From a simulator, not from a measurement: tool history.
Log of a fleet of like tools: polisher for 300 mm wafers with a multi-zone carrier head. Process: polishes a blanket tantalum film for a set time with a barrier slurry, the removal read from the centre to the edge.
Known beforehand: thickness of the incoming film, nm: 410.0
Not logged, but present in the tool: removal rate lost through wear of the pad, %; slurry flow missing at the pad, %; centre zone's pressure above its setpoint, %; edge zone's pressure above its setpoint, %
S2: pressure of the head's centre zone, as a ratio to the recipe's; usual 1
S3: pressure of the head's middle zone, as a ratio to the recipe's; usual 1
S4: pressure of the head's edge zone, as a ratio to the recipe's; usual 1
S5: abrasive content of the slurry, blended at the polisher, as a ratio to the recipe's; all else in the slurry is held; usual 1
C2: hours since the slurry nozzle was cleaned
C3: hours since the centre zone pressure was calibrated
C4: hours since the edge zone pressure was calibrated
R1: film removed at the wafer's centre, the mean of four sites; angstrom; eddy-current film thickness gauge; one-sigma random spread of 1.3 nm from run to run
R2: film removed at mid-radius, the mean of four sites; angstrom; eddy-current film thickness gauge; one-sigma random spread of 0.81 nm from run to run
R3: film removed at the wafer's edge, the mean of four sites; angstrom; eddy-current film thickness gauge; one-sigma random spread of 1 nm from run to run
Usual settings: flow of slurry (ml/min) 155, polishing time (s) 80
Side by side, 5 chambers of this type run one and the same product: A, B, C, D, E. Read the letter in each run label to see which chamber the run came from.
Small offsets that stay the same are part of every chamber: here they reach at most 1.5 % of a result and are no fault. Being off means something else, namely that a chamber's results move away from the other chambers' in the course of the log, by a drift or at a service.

-- hour=1.2 chamber E: slurry nozzle cleaned
run 1B hour=4.6 | flow_of_slurry_(ml/min)=155 S2=1 S3=1 S4=1 S5=1 polishing_time_(s)=80 | wafers_polished_on_this_pad=485 C2=145.8 C3=638.6 C4=1294.7 | R1=916.98 R2=900.84 R3=892.69
-- hour=4.9 chamber B: worn pad replaced by a new one
run 2E hour=10.8 | flow_of_slurry_(ml/min)=155 S2=1 S3=1 S4=1 S5=1 polishing_time_(s)=80 | wafers_polished_on_this_pad=303 C2=9.7 C3=514.4 C4=1325.5 | R1=868.69 R2=888.45 R3=900.06
run 3C hour=15.6 | flow_of_slurry_(ml/min)=155 S2=1 S3=1 S4=1 S5=1 polishing_time_(s)=80 | wafers_polished_on_this_pad=211 C2=260.9 C3=1184.7 C4=244.8 | R1=889.19 R2=884.88 R3=908.82
run 4A hour=19.4 | flow_of_slurry_(ml/min)=155 S2=1 S3=1 S4=1 S5=1 polishing_time_(s)=80 | wafers_polished_on_this_pad=595 C2=620 C3=1006 C4=237.1 | R1=877.56 R2=881.85 R3=888.53
run 5D hour=24.7 | flow_of_slurry_(ml/min)=155 S2=1 S3=1 S4=1 S5=1 polishing_time_(s)=80 | wafers_polished_on_this_pad=234 C2=345.5 C3=65.4 C4=198.7 | R1=873.61 R2=883.48 R3=891.74
run 6B hour=30.1 | flow_of_slurry_(ml/min)=155 S2=1 S3=1 S4=1 S5=1 polishing_time_(s)=80 | wafers_polished_on_this_pad=132 C2=171.3 C3=664.1 C4=1320.2 | R1=895.54 R2=882.88 R3=922.18
run 7A hour=33.6 | flow_of_slurry_(ml/min)=155 S2=1 S3=1 S4=1 S5=1 polishing_time_(s)=80 | wafers_polished_on_this_pad=670 C2=634.2 C3=1020.2 C4=251.3 | R1=877.5 R2=888.14 R3=902.94
run 8C hour=37.7 | flow_of_slurry_(ml/min)=155 S2=1 S3=1 S4=1 S5=1 polishing_time_(s)=80 | wafers_polished_on_this_pad=327 C2=283 C3=1206.8 C4=266.9 | R1=881.36 R2=885.49 R3=898.29
run 9D hour=41.1 | flow_of_slurry_(ml/min)=155 S2=1 S3=1 S4=1 S5=1 polishing_time_(s)=80 | wafers_polished_on_this_pad=320 C2=361.9 C3=81.8 C4=215.1 | R1=870.33 R2=889.34 R3=880.67
run 10E hour=45.2 | flow_of_slurry_(ml/min)=155 S2=1 S3=1 S4=1 S5=1 polishing_time_(s)=80 | wafers_polished_on_this_pad=484 C2=44.1 C3=548.8 C4=1359.9 | R1=862.18 R2=894.35 R3=889.02
-- hour=49.9 chamber A: worn pad replaced by a new one
run 11D hour=50.8 | flow_of_slurry_(ml/min)=155 S2=1 S3=1 S4=1 S5=1 polishing_time_(s)=80 | wafers_polished_on_this_pad=371 C2=371.6 C3=91.5 C4=224.8 | R1=902.31 R2=896.31 R3=891.56
run 12B hour=57.5 | flow_of_slurry_(ml/min)=155 S2=1 S3=1 S4=1 S5=1 polishing_time_(s)=80 | wafers_polished_on_this_pad=276 C2=198.7 C3=691.5 C4=1347.6 | R1=881.42 R2=897.36 R3=903.83
-- hour=59.8 chamber E: centre zone pressure recalibrated
run 13A hour=60.8 | flow_of_slurry_(ml/min)=155 S2=1 S3=1 S4=1 S5=1 polishing_time_(s)=80 | wafers_polished_on_this_pad=57 C2=661.4 C3=1047.4 C4=278.5 | R1=885.4 R2=879.23 R3=874.39
-- hour=63.8 chamber A: slurry nozzle cleaned
-- hour=65.9 chamber B: edge zone pressure recalibrated
run 14C hour=66.1 | flow_of_slurry_(ml/min)=155 S2=1 S3=1 S4=1 S5=1 polishing_time_(s)=80 | wafers_polished_on_this_pad=477 C2=311.4 C3=1235.2 C4=295.3 | R1=910.01 R2=877.85 R3=885.07
run 15E hour=70 | flow_of_slurry_(ml/min)=155 S2=1 S3=1.07 S4=1 S5=1 polishing_time_(s)=80 | wafers_polished_on_this_pad=614 C2=68.9 C3=10.2 C4=1384.7 | R1=972.91 R2=923.47 R3=894.52
run 16A hour=74.8 | flow_of_slurry_(ml/min)=155 S2=1 S3=1.07 S4=1 S5=1 polishing_time_(s)=80 | wafers_polished_on_this_pad=131 C2=11 C3=1061.4 C4=292.5 | R1=880.77 R2=954.9 R3=874.14
run 17E hour=78.4 | flow_of_slurry_(ml/min)=155 S2=1 S3=1.07 S4=1 S5=1 polishing_time_(s)=80 | wafers_polished_on_this_pad=658 C2=77.3 C3=18.6 C4=1393.1 | R1=979.11 R2=925.82 R3=878.49
run 18B hour=83.1 | flow_of_slurry_(ml/min)=155 S2=1 S3=1.07 S4=1 S5=1 polishing_time_(s)=80 | wafers_polished_on_this_pad=411 C2=224.3 C3=717.1 C4=17.3 | R1=885.43 R2=970.53 R3=895.99
run 19C hour=88 | flow_of_slurry_(ml/min)=155 S2=1 S3=1.07 S4=1 S5=1 polishing_time_(s)=80 | wafers_polished_on_this_pad=592 C2=333.3 C3=1257.1 C4=317.2 | R1=901.9 R2=960.43 R3=890.85
run 20D hour=91.1 | flow_of_slurry_(ml/min)=155 S2=1 S3=1 S4=1 S5=1 polishing_time_(s)=80 | wafers_polished_on_this_pad=583 C2=411.9 C3=131.8 C4=265.1 | R1=890.72 R2=884.97 R3=895.13
-- hour=94.2 chamber B: worn pad replaced by a new one
-- hour=95 chamber D: worn pad replaced by a new one
run 21E hour=98.2 | flow_of_slurry_(ml/min)=155 S2=1 S3=1 S4=1 S5=1 polishing_time_(s)=80 | wafers_polished_on_this_pad=762 C2=97.1 C3=38.4 C4=1412.9 | R1=956.59 R2=867.04 R3=879.89
-- hour=103.4 chamber E: worn pad replaced by a new one
run 22A hour=104.8 | flow_of_slurry_(ml/min)=155 S2=1 S3=1 S4=1 S5=1 polishing_time_(s)=80 | wafers_polished_on_this_pad=288 C2=41 C3=1091.4 C4=322.5 | R1=883.61 R2=887.2 R3=883.72
run 23B hour=109.7 | flow_of_slurry_(ml/min)=155 S2=1 S3=1 S4=1 S5=1 polishing_time_(s)=80 | wafers_polished_on_this_pad=81 C2=250.9 C3=743.7 C4=43.9 | R1=887.25 R2=903.91 R3=891.89
run 24C hour=116.6 | flow_of_slurry_(ml/min)=155 S2=1 S3=1 S4=1 S5=1 polishing_time_(s)=80 | wafers_polished_on_this_pad=742 C2=361.9 C3=1285.7 C4=345.8 | R1=894.65 R2=885.64 R3=902.32
run 25D hour=123.6 | flow_of_slurry_(ml/min)=155 S2=1.1 S3=1 S4=1 S5=1 polishing_time_(s)=80 | wafers_polished_on_this_pad=150 C2=444.4 C3=164.3 C4=297.6 | R1=986.12 R2=875.01 R3=881.47
-- hour=123.9 chamber A: centre zone pressure recalibrated
run 26D hour=130.7 | flow_of_slurry_(ml/min)=155 S2=1.1 S3=1 S4=1 S5=1 polishing_time_(s)=80 | wafers_polished_on_this_pad=188 C2=451.5 C3=171.4 C4=304.7 | R1=976.98 R2=883.69 R3=888.2
run 27B hour=136.1 | flow_of_slurry_(ml/min)=155 S2=1.1 S3=1 S4=1 S5=1 polishing_time_(s)=80 | wafers_polished_on_this_pad=220 C2=277.3 C3=770.1 C4=70.3 | R1=991.16 R2=899.52 R3=897.18
-- hour=142.7 chamber C: centre zone pressure recalibrated
run 28A hour=143.2 | flow_of_slurry_(ml/min)=155 S2=1.1 S3=1 S4=1 S5=1 polishing_time_(s)=80 | wafers_polished_on_this_pad=490 C2=79.4 C3=19.4 C4=360.9 | R1=941.44 R2=898.18 R3=884.84
run 29E hour=148.6 | flow_of_slurry_(ml/min)=155 S2=1.1 S3=1 S4=1 S5=1 polishing_time_(s)=80 | wafers_polished_on_this_pad=237 C2=147.5 C3=88.8 C4=1463.3 | R1=1082.8 R2=879.12 R3=910.92
run 30C hour=152.1 | flow_of_slurry_(ml/min)=155 S2=1 S3=1 S4=1.1 S5=1 polishing_time_(s)=80 | wafers_polished_on_this_pad=929 C2=397.4 C3=9.4 C4=381.3 | R1=895.8 R2=884.13 R3=954.69
-- hour=153.3 chamber E: edge zone pressure recalibrated
run 31C hour=157.2 | flow_of_slurry_(ml/min)=155 S2=1 S3=1 S4=1.1 S5=1 polishing_time_(s)=80 | wafers_polished_on_this_pad=956 C2=402.5 C3=14.5 C4=386.4 | R1=874.6 R2=890.06 R3=936.39
run 32A hour=162 | flow_of_slurry_(ml/min)=155 S2=1 S3=1 S4=1.1 S5=1 polishing_time_(s)=80 | wafers_polished_on_this_pad=589 C2=98.2 C3=38.2 C4=379.7 | R1=899.59 R2=875.06 R3=948.7
run 33B hour=165.4 | flow_of_slurry_(ml/min)=155 S2=1 S3=1 S4=1.1 S5=1 polishing_time_(s)=80 | wafers_polished_on_this_pad=374 C2=306.6 C3=799.4 C4=99.6 | R1=890.24 R2=891.56 R3=943.34
run 34D hour=170.6 | flow_of_slurry_(ml/min)=155 S2=1 S3=1 S4=1.1 S5=1 polishing_time_(s)=80 | wafers_polished_on_this_pad=397 C2=491.4 C3=211.3 C4=344.6 | R1=874.76 R2=896.86 R3=937.15
run 35E hour=174.8 | flow_of_slurry_(ml/min)=155 S2=1 S3=1 S4=1 S5=1 polishing_time_(s)=80 | wafers_polished_on_this_pad=375 C2=173.7 C3=115 C4=21.5 | R1=970.82 R2=870.96 R3=883.86

What goes on in this fleet: one chamber off, a drifting gauge, or nothing beyond the chambers' own small offsets? Name the chamber and the cause, if any.

A service left chamber E off against the others.
Cause: centre zone's pressure above its setpoint, % = 10.1.

Which of the 4 candidates below, each the usual settings with something changed and its results left as question marks, puts chamber E back in line with what the other chambers give on the usual settings?
Maximum distance from the other chambers' mean on the usual settings for a result to count as in line: R1 44 angstrom; R2 28 angstrom; R3 35 angstrom
run 36E-1 hour=179.9 | flow_of_slurry_(ml/min)=150 S2=0.93 S3=1.02 S4=1.02 S5=1 polishing_time_(s)=80 | R1=? R2=? R3=?
run 36E-2 hour=179.9 | flow_of_slurry_(ml/min)=145 S2=0.86 S3=1.04 S4=1.04 S5=1 polishing_time_(s)=79 | R1=? R2=? R3=?
run 36E-3 hour=179.9 | flow_of_slurry_(ml/min)=160 S2=1.07 S3=0.98 S4=0.98 S5=1 polishing_time_(s)=80 | R1=? R2=? R3=?
run 36E-4 hour=179.9 | flow_of_slurry_(ml/min)=165 S2=1.14 S3=0.96 S4=0.96 S5=1 polishing_time_(s)=81 | R1=? R2=? R3=?

What the other chambers average on the usual settings: R1 888.33 angstrom; R2 888.11 angstrom; R3 888.76 angstrom
run=36E-1 R1=891.13 R2=894.51 R3=895.01
run=36E-2 R1=802.02 R2=893.65 R3=888.64
run=36E-3 R1=1050.9 R2=872.05 R3=884.28
run=36E-4 R1=1145.8 R2=870.89 R3=889.47
36E-1 brings the chamber back in line.
